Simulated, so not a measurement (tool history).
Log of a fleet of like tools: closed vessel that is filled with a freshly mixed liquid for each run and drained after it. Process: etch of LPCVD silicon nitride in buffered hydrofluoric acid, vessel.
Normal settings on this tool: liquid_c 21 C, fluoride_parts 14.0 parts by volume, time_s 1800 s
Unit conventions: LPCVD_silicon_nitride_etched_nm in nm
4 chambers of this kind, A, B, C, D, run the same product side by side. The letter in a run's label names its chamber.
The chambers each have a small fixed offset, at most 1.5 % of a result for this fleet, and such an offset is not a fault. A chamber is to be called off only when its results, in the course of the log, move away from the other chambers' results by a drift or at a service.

run   hour  liquid_c  fluoride_parts  time_s  read-back film thickness of the LPCVD silicon nitride reference wafer, read on the same gauge (nm)  LPCVD_silicon_nitride_etched_nm
 1C    8.9        21            14.0    1800                                                                                              120.00                          14.7690
 2D   20.0        21            14.0    1800                                                                                              119.98                          14.8140
 3B   31.6        21            14.0    1800                                                                                              120.02                          14.8140
      34.1  -- chamber D: hydrofluoric acid flow meter replaced
 4A   40.3        21            14.0    1800                                                                                              119.98                          14.7170
 5C   48.0        21            14.0    1800                                                                                              119.98                          14.6090
 6A   58.2        21            14.0    1800                                                                                              120.01                          14.7390
 7D   70.0        21            14.0    1800                                                                                              120.01                          14.5290
 8B   81.8        21            14.0    1800                                                                                              120.01                          14.9040
 9B   90.2        21            14.0    1800                                                                                              120.02                          14.7920
10C  101.0        21            14.0    1800                                                                                              120.00                          14.7050
11D  112.0        21            14.0    1800                                                                                              120.00                          14.6330
     120.5  -- chamber C: thermometer replaced
12A  120.8        21            14.0    1800                                                                                              119.98                          14.8140
13C  132.5        21            14.0    1800                                                                                              119.98                          14.8610
14B  143.9        21            14.0    1800                                                                                              120.01                          14.8550
15A  152.6        21            14.0    1800                                                                                              119.99                          14.7440
16D  165.8        21            14.0    1800                                                                                              120.02                          14.5950
17C  176.2        21            14.0    1800                                                                                              119.99                          14.8270
18B  188.4        21            14.0    1800                                                                                              120.02                          14.8440
19A  196.0        21            14.0    1800                                                                                              120.00                          14.8200
20D  205.3        23            14.0     845                                                                                              119.98                           7.6605
21C  212.8        23            14.0     845                                                                                              119.99                           7.8293
22B  225.8        23            14.0     845                                                                                              120.00                           7.8216
23D  235.9        23            14.0     845                                                                                              120.00                           7.6276
24A  243.6        24            11.5    1800                                                                                              120.00                          21.1870
25C  252.8        24            11.5    1800                                                                                              119.98                          21.1370
26B  263.7        24            11.5    1800                                                                                              120.00                          21.1980
27A  272.6        24            11.5    1800                                                                                              119.98                          21.0870
28D  280.2        21            14.0    1800                                                                                              120.00                          14.6910

All 4 chambers run these settings next. Forecast each chamber's results:
29A  289.6        21            14.0    2575                                                                                                                                    ?
29B  289.6        21            14.0    2575                                                                                                                                    ?
29C  289.6        21            14.0    2575                                                                                                                                    ?
29D  289.6        21            14.0    2575                                                                                                                                    ?

run  LPCVD_silicon_nitride_etched_nm
29A                          21.2340
29B                          21.2550
29C                          21.0590
29D                          20.8730
